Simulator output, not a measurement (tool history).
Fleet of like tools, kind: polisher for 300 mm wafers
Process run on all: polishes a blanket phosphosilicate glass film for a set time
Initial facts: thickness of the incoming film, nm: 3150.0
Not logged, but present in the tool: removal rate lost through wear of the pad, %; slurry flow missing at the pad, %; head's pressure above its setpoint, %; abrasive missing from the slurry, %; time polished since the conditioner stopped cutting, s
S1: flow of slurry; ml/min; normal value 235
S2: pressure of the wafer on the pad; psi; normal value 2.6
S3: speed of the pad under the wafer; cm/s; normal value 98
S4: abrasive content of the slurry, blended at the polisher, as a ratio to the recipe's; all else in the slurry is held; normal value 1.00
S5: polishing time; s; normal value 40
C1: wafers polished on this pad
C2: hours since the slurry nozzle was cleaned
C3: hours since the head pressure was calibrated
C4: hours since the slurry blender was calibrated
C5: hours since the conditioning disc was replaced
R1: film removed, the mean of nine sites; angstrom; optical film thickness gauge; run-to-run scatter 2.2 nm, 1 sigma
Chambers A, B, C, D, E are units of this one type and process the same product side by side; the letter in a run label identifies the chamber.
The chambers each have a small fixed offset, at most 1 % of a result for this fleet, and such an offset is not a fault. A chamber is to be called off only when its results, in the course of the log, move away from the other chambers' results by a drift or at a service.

run,day,S1,S2,S3,S4,S5,C1,C2,C3,C4,C5,R1
1B,0.292,235,2.6,98,1.00,40,539,214.6,472.6,118.8,49.7,2845.7
# day 0.400: chamber C: conditioning disc replaced and pad reconditioned
# day 0.558: chamber C: worn pad replaced by a new one
2C,0.754,235,2.6,98,1.00,40,75,683.9,236.9,124.8,8.5,2761.9
3A,1.283,235,2.6,98,1.00,40,811,244.2,178.3,326.5,34.3,2774.9
# day 1.662: chamber D: worn pad replaced by a new one
4E,1.704,235,2.6,98,1.00,40,1331,302.7,358.5,265.6,366.0,2753.8
# day 1.708: chamber E: worn pad replaced by a new one
# day 1.758: chamber E: slurry blender recalibrated
# day 2.129: chamber B: worn pad replaced by a new one
5D,2.167,235,2.6,98,1.00,40,192,201.9,440.0,92.1,75.6,2800.5
# day 2.400: chamber E: conditioning disc replaced and pad reconditioned
# day 2.562: chamber A: worn pad replaced by a new one
6D,2.675,235,2.6,118,0.85,40,385,214.1,452.2,104.3,87.8,3006.2
7B,3.104,235,2.6,118,0.85,40,370,282.1,540.1,186.3,117.2,3024.9
# day 3.154: chamber B: slurry blender recalibrated
8A,3.554,235,2.6,118,0.85,40,377,298.7,232.8,381.0,88.8,2991.9
# day 3.638: chamber D: slurry blender recalibrated
# day 3.792: chamber C: worn pad replaced by a new one
9E,3.862,235,2.6,118,0.85,40,819,354.5,410.3,50.5,35.1,3006.5
# day 3.871: chamber D: slurry nozzle cleaned
# day 3.879: chamber B: head pressure recalibrated
10C,4.154,235,2.6,118,0.85,40,138,765.5,318.5,206.4,90.1,2955.2
11B,4.383,235,2.6,98,1.00,40,856,312.8,12.2,29.6,147.9,2823.3
# day 4.488: chamber B: conditioning disc replaced and pad reconditioned
# day 4.592: chamber D: worn pad replaced by a new one
# day 4.692: chamber C: slurry nozzle cleaned
# day 4.850: chamber A: slurry nozzle cleaned
12C,4.854,235,2.6,98,1.00,40,404,3.9,335.3,223.2,106.9,2795.3
# day 4.883: chamber E: head pressure recalibrated
13A,5.246,235,2.6,98,1.00,40,1020,9.5,273.4,421.6,129.4,2776.4
# day 5.396: chamber E: worn pad replaced by a new one
# day 5.608: chamber B: worn pad replaced by a new one
14E,5.654,235,2.6,98,1.00,40,99,397.5,18.5,93.5,78.1,2808.7
15D,5.908,235,2.6,98,1.00,40,500,49.0,529.8,54.5,165.4,2789.4
16A,6.312,235,2.6,98,1.00,40,1425,35.1,299.0,447.2,155.0,2769.7
17B,6.671,235,2.6,98,1.00,40,405,367.7,67.1,84.5,52.4,2812.0
# day 6.746: chamber C: worn pad replaced by a new one
# day 6.829: chamber A: worn pad replaced by a new one
18C,7.092,235,2.6,98,1.00,40,131,57.6,389.0,276.9,160.6,2759.6
19E,7.571,160,2.6,110,1.00,40,827,443.5,64.5,139.5,124.1,2905.9
# day 7.617: chamber A: conditioning disc replaced and pad reconditioned
# day 7.883: chamber D: worn pad replaced by a new one
20D,8.075,160,2.6,110,1.00,40,74,101.0,581.8,106.5,217.4,2999.5
# day 8.288: chamber B: worn pad replaced by a new one
21C,8.308,160,2.6,110,1.00,40,594,86.8,418.2,306.1,189.8,2918.6
22E,8.783,160,2.6,110,1.00,40,1288,472.6,93.6,168.6,153.2,2926.8
# day 9.071: chamber B: slurry blender recalibrated
23D,9.083,160,2.6,110,1.00,40,457,125.2,606.0,130.7,241.6,2961.2
# day 9.229: chamber E: worn pad replaced by a new one
# day 9.325: chamber D: conditioning disc replaced and pad reconditioned
24B,9.367,235,2.6,98,1.00,40,410,432.4,131.8,7.1,117.1,2809.7
# day 9.392: chamber D: slurry blender recalibrated
# day 9.471: chamber A: slurry blender recalibrated
# day 9.588: chamber C: worn pad replaced by a new one
25A,9.842,235,2.6,98,0.75,40,1145,119.8,383.7,9.0,53.5,2418.6
26A,10.192,235,2.6,98,0.75,40,1278,128.2,392.1,17.4,61.9,2419.6
# day 10.525: chamber E: slurry blender recalibrated
27E,10.538,235,2.6,98,0.75,40,498,514.7,135.7,0.4,195.3,2446.5
# day 10.612: chamber B: conditioning disc replaced and pad reconditioned
# day 10.954: chamber A: worn pad replaced by a new one
28C,10.988,235,2.6,98,0.75,40,533,151.1,482.5,370.4,254.1,2389.6
# day 11.246: chamber D: worn pad replaced by a new one
29D,11.508,235,2.6,98,0.75,40,100,183.4,664.2,50.8,52.4,2509.3
# day 11.692: chamber B: worn pad replaced by a new one
30B,12.000,235,2.6,128,1.15,40,117,495.6,195.0,70.3,33.3,3733.6
# day 12.271: chamber C: conditioning disc replaced and pad reconditioned
31D,12.338,235,2.6,128,1.15,40,415,203.3,684.1,70.7,72.3,3773.4
# day 12.467: chamber C: worn pad replaced by a new one
32B,12.633,235,2.6,128,1.15,40,358,510.8,210.2,85.5,48.5,3699.4
# day 12.688: chamber E: worn pad replaced by a new one
33C,12.904,235,2.6,128,1.15,40,167,197.1,528.5,416.4,15.2,3642.8
# day 13.229: chamber E: slurry nozzle cleaned
34E,13.296,235,2.6,128,1.15,40,232,1.6,201.9,66.6,261.5,3720.2
35A,13.821,235,2.3,98,1.00,27,1090,215.3,479.2,104.5,149.0,1654.3
36A,14.283,235,2.3,98,1.00,27,1266,226.4,490.3,115.6,160.1,1651.9
# day 14.612: chamber B: worn pad replaced by a new one
37E,14.750,235,2.3,98,1.00,27,784,36.5,236.8,101.5,296.4,1653.6
38B,15.133,235,2.3,98,1.00,27,198,570.8,270.2,145.5,108.5,1661.3

Each of the 5 chambers runs these same settings next. Fill in every chamber's results:
39A,15.517,210,2.6,98,1.00,40,,,,,,?
39B,15.517,210,2.6,98,1.00,40,,,,,,?
39C,15.517,210,2.6,98,1.00,40,,,,,,?
39D,15.517,210,2.6,98,1.00,40,,,,,,?
39E,15.517,210,2.6,98,1.00,40,,,,,,?

run,R1
39A,2738.4
39B,2825.0
39C,2725.0
39D,2920.4
39E,2777.5

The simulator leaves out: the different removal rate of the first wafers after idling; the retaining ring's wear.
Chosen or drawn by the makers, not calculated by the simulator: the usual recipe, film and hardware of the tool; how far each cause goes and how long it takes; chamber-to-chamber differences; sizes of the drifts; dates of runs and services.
